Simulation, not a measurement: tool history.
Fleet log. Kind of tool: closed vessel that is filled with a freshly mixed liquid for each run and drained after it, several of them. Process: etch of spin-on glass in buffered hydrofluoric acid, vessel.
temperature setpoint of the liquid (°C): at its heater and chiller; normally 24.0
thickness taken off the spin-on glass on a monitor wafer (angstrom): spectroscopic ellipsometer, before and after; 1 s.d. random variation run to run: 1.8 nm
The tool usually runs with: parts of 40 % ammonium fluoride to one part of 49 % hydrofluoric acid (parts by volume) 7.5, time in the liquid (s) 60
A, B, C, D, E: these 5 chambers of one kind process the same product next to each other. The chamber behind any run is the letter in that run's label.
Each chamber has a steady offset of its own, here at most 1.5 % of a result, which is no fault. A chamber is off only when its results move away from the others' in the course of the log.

run,day,temperature setpoint of the liquid (°C),parts of 40 % ammonium fluoride to one part of 49 % hydrofluoric acid (parts by volume),time in the liquid (s),hours since the thermometer was replaced,hours since the hydrofluoric acid flow meter was replaced,"read-back film thickness of the spin-on glass reference wafer, read on the same gauge (nm)",thickness taken off the spin-on glass on a monitor wafer (angstrom)
# day 0.017: chamber C: thermometer replaced
1D,0.200,24.0,7.5,60,1097.3,707.4,129.99,2282.4
2E,0.417,24.0,7.5,60,126.2,75.4,130.00,2305.2
3C,0.775,24.0,7.5,60,18.2,670.0,130.00,2276.2
4B,1.112,24.0,7.5,60,1506.4,144.0,130.00,2254.8
5A,1.400,24.0,5.5,45,90.6,249.0,129.99,2289.8
6C,1.817,24.0,5.5,45,43.2,695.0,130.02,2267.5
7E,2.121,24.0,5.5,45,167.1,116.3,130.01,2268.4
8B,2.300,24.0,5.5,45,1534.9,172.5,130.03,2257.2
# day 2.671: chamber D: thermometer replaced
9D,2.675,24.0,5.5,45,0.1,766.8,130.02,2261.1
10A,2.888,24.0,7.5,60,126.3,284.7,129.98,2260.1
11D,3.267,24.0,7.5,60,14.3,781.0,129.99,2296.3
12E,3.538,24.0,7.5,60,201.1,150.3,130.01,2311.6
13C,3.825,24.0,7.5,60,91.4,743.2,129.97,2269.7
14B,4.188,24.0,7.5,60,1580.2,217.8,130.00,2292.2
15A,4.600,20.5,5.5,60,167.4,325.8,130.03,2478.2
16A,5.000,20.5,5.5,60,177.0,335.4,129.99,2532.1
17C,5.304,20.5,5.5,60,126.9,778.7,129.99,2490.4
18E,5.625,20.5,5.5,60,251.2,200.4,129.98,2536.0
19B,5.942,20.5,5.5,60,1622.3,259.9,129.99,2581.3
20D,6.338,24.0,7.5,60,88.0,854.7,130.01,2311.9
21A,6.746,24.0,7.5,60,218.9,377.3,130.02,2268.5
22C,6.938,24.0,7.5,60,166.1,817.9,130.01,2263.6
23E,7.242,24.0,7.5,60,290.0,239.2,129.96,2324.9
24B,7.612,24.0,7.5,60,1662.4,300.0,130.01,2434.5
# day 7.792: chamber A: hydrofluoric acid flow meter replaced
25D,7.904,24.0,7.5,60,125.6,892.3,130.02,2282.4
# day 8.112: chamber D: hydrofluoric acid flow meter replaced
26C,8.158,24.0,7.5,60,195.4,847.2,130.01,2294.7
27A,8.500,24.0,7.5,60,261.0,17.1,129.98,2317.0
28E,8.733,24.0,7.5,60,325.8,275.0,130.01,2299.3
29D,9.021,24.0,7.5,60,152.4,21.8,129.98,2251.1
30B,9.379,24.0,7.5,60,1704.8,342.4,129.97,2461.6
31D,9.712,24.0,7.5,60,169.0,38.4,130.01,2270.3
32E,10.108,24.0,7.5,60,358.8,308.0,130.02,2293.6
33B,10.367,24.0,7.5,60,1728.5,366.1,130.00,2502.8
34C,10.579,24.0,7.5,60,253.5,905.3,130.00,2276.8
35A,10.883,24.0,7.5,60,318.2,74.3,129.99,2284.8
36E,11.242,24.0,7.5,60,386.0,335.2,130.00,2298.9
37A,11.642,24.0,7.5,60,336.4,92.5,129.99,2276.8
38D,11.954,24.0,7.5,60,222.8,92.2,130.02,2284.9

Predict what each chamber gives when all 5 of them run the settings below next.
39A,12.254,24.0,5.0,60,,,,?
39B,12.254,24.0,5.0,60,,,,?
39C,12.254,24.0,5.0,60,,,,?
39D,12.254,24.0,5.0,60,,,,?
39E,12.254,24.0,5.0,60,,,,?

run,thickness taken off the spin-on glass on a monitor wafer (angstrom)
39A,3314.9
39B,3623.9
39C,3246.5
39D,3304.6
39E,3353.2
